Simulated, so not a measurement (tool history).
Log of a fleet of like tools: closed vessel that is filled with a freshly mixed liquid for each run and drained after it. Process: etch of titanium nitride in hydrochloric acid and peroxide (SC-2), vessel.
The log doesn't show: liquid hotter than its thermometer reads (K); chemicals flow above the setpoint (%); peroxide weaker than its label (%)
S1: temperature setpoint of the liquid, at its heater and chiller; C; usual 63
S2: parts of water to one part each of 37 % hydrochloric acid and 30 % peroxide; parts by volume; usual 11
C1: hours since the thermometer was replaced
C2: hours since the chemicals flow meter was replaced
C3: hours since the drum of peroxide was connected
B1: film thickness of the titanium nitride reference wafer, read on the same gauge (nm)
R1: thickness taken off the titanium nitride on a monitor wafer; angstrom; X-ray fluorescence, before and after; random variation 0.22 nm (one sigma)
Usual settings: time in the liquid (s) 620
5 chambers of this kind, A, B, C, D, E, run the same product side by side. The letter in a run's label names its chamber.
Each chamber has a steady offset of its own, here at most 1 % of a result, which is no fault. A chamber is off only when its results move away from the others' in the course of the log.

Run 1B, hour 5.5: usual settings; C1 130.6; C2 360.4; C3 103; B1 89.993. Result: R1 245.84 angstrom.
Run 2E, hour 15.4: usual settings; C1 1223.7; C2 32.5; C3 895.6; B1 89.956. Result: R1 247.87 angstrom.
Run 3D, hour 22.2: usual settings; C1 536.7; C2 292.3; C3 71.9; B1 90.002. Result: R1 247.47 angstrom.
Run 4A, hour 33.9: usual settings; C1 1613.2; C2 344.7; C3 957.1; B1 90.006. Result: R1 247.94 angstrom.
Run 5C, hour 41.7: usual settings; C1 361.7; C2 719.1; C3 594.2; B1 90.005. Result: R1 243.11 angstrom.
Run 6D, hour 47.8: usual settings; C1 562.3; C2 317.9; C3 97.5; B1 90.007. Result: R1 247.26 angstrom.
Run 7B, hour 59: usual settings; C1 184.1; C2 413.9; C3 156.5; B1 89.996. Result: R1 248.22 angstrom.
Run 8E, hour 68.1: usual settings; C1 1276.4; C2 85.2; C3 948.3; B1 90.003. Result: R1 250.31 angstrom.
Run 9C, hour 76.6: usual settings; C1 396.6; C2 754; C3 629.1; B1 89.991. Result: R1 244.77 angstrom.
At hour 80.8: chamber B: chemicals flow meter replaced.
Run 10A, hour 84.3: usual settings; C1 1663.6; C2 395.1; C3 1007.5; B1 89.992. Result: R1 246.9 angstrom.
Run 11C, hour 91: usual settings; C1 411; C2 768.4; C3 643.5; B1 90.018. Result: R1 242.16 angstrom.
Run 12B, hour 100.4: usual settings; C1 225.5; C2 19.7; C3 197.9; B1 90.003. Result: R1 250.12 angstrom.
Run 13D, hour 107.1: usual settings; C1 621.6; C2 377.2; C3 156.8; B1 89.962. Result: R1 247.68 angstrom.
Run 14A, hour 115: usual settings; C1 1694.3; C2 425.8; C3 1038.2; B1 90.022. Result: R1 248.59 angstrom.
Run 15E, hour 120.3: usual settings; C1 1328.6; C2 137.4; C3 1000.5; B1 90.008. Result: R1 252.08 angstrom.
Run 16B, hour 125.4: usual settings; C1 250.5; C2 44.7; C3 222.9; B1 90.019. Result: R1 245.59 angstrom.
Run 17D, hour 132.7: usual settings; C1 647.2; C2 402.8; C3 182.4; B1 90.006. Result: R1 245.37 angstrom.
At hour 136.3: chamber A: new drum of peroxide connected.
Run 18A, hour 140.5: usual settings; C1 1719.8; C2 451.3; C3 4.2; B1 89.982. Result: R1 246.55 angstrom.
Run 19C, hour 146: usual settings; C1 466; C2 823.4; C3 698.5; B1 89.995. Result: R1 245 angstrom.
Run 20E, hour 154.8: usual settings but S1 57.5 C, S2 14 parts by volume; C1 1363.1; C2 171.9; C3 1035; B1 90.015. Result: R1 141.86 angstrom.
Run 21E, hour 165.9: usual settings but S1 57.5 C, S2 14 parts by volume; C1 1374.2; C2 183; C3 1046.1; B1 90.025. Result: R1 140.34 angstrom.
Run 22D, hour 175.9: usual settings but S1 57.5 C, S2 14 parts by volume; C1 690.4; C2 446; C3 225.6; B1 89.993. Result: R1 142.71 angstrom.
At hour 180.3: chamber A: thermometer replaced.
Run 23B, hour 184.2: usual settings but S1 57.5 C, S2 14 parts by volume; C1 309.3; C2 103.5; C3 281.7; B1 89.969. Result: R1 144.03 angstrom.
Run 24C, hour 195.9: usual settings but S1 57.5 C, S2 14 parts by volume; C1 515.9; C2 873.3; C3 748.4; B1 89.995. Result: R1 140.38 angstrom.
Run 25A, hour 207.1: usual settings; C1 26.8; C2 517.9; C3 70.8; B1 89.993. Result: R1 248.4 angstrom.
At hour 207.9: chamber E: thermometer replaced.
Run 26D, hour 218.7: usual settings; C1 733.2; C2 488.8; C3 268.4; B1 89.994. Result: R1 246.47 angstrom.
At hour 220.6: chamber E: new drum of peroxide connected.
Run 27C, hour 224.3: usual settings; C1 544.3; C2 901.7; C3 776.8; B1 90.011. Result: R1 243.94 angstrom.
Run 28A, hour 231.3: usual settings; C1 51; C2 542.1; C3 95; B1 89.993. Result: R1 246.64 angstrom.
Run 29E, hour 239.8: usual settings; C1 31.9; C2 256.9; C3 19.2; B1 89.974. Result: R1 250.4 angstrom.
Run 30B, hour 245.9: usual settings; C1 371; C2 165.2; C3 343.4; B1 90.005. Result: R1 245.16 angstrom.
Run 31C, hour 253.3: usual settings; C1 573.3; C2 930.7; C3 805.8; B1 90.04. Result: R1 242.73 angstrom.
Run 32A, hour 262.1: usual settings; C1 81.8; C2 572.9; C3 125.8; B1 90.041. Result: R1 247.16 angstrom.
Run 33E, hour 267.4: usual settings; C1 59.5; C2 284.5; C3 46.8; B1 89.981. Result: R1 246.81 angstrom.
Run 34B, hour 278.4: usual settings but S1 56.5 C, time in the liquid (s) 750; C1 403.5; C2 197.7; C3 375.9; B1 90.004. Result: R1 197.63 angstrom.
At hour 289.6: chamber C: new drum of peroxide connected.
Run 35D, hour 290.1: usual settings but S1 56.5 C, time in the liquid (s) 750; C1 804.6; C2 560.2; C3 339.8; B1 90.001. Result: R1 204.59 angstrom.
Run 36C, hour 296.1: usual settings but S1 56.5 C, time in the liquid (s) 750; C1 616.1; C2 973.5; C3 6.5; B1 89.995. Result: R1 198.19 angstrom.
Run 37B, hour 304.5: usual settings but S1 56.5 C, time in the liquid (s) 750; C1 429.6; C2 223.8; C3 402; B1 89.991. Result: R1 194.54 angstrom.
Run 38E, hour 309.7: usual settings but S1 56.5 C, time in the liquid (s) 750; C1 101.8; C2 326.8; C3 89.1; B1 89.992. Result: R1 196.4 angstrom.
Run 39D, hour 320.6: usual settings; C1 835.1; C2 590.7; C3 370.3; B1 89.998. Result: R1 246.82 angstrom.
Run 40A, hour 332.5: usual settings; C1 152.2; C2 643.3; C3 196.2; B1 90.027. Result: R1 246.08 angstrom.
Run 41C, hour 339.9: usual settings; C1 659.9; C2 1017.3; C3 50.3; B1 90.003. Result: R1 246.8 angstrom.

Next, every chamber runs the same settings. What will each give?
Run 42A, hour 348.4: usual settings but time in the liquid (s) 955. Result: R1 ?.
Run 42B, hour 348.4: usual settings but time in the liquid (s) 955. Result: R1 ?.
Run 42C, hour 348.4: usual settings but time in the liquid (s) 955. Result: R1 ?.
Run 42D, hour 348.4: usual settings but time in the liquid (s) 955. Result: R1 ?.
Run 42E, hour 348.4: usual settings but time in the liquid (s) 955. Result: R1 ?.

run      R1
42A  386.92
42B  378.07
42C  373.95
42D  382.06
42E  388.94

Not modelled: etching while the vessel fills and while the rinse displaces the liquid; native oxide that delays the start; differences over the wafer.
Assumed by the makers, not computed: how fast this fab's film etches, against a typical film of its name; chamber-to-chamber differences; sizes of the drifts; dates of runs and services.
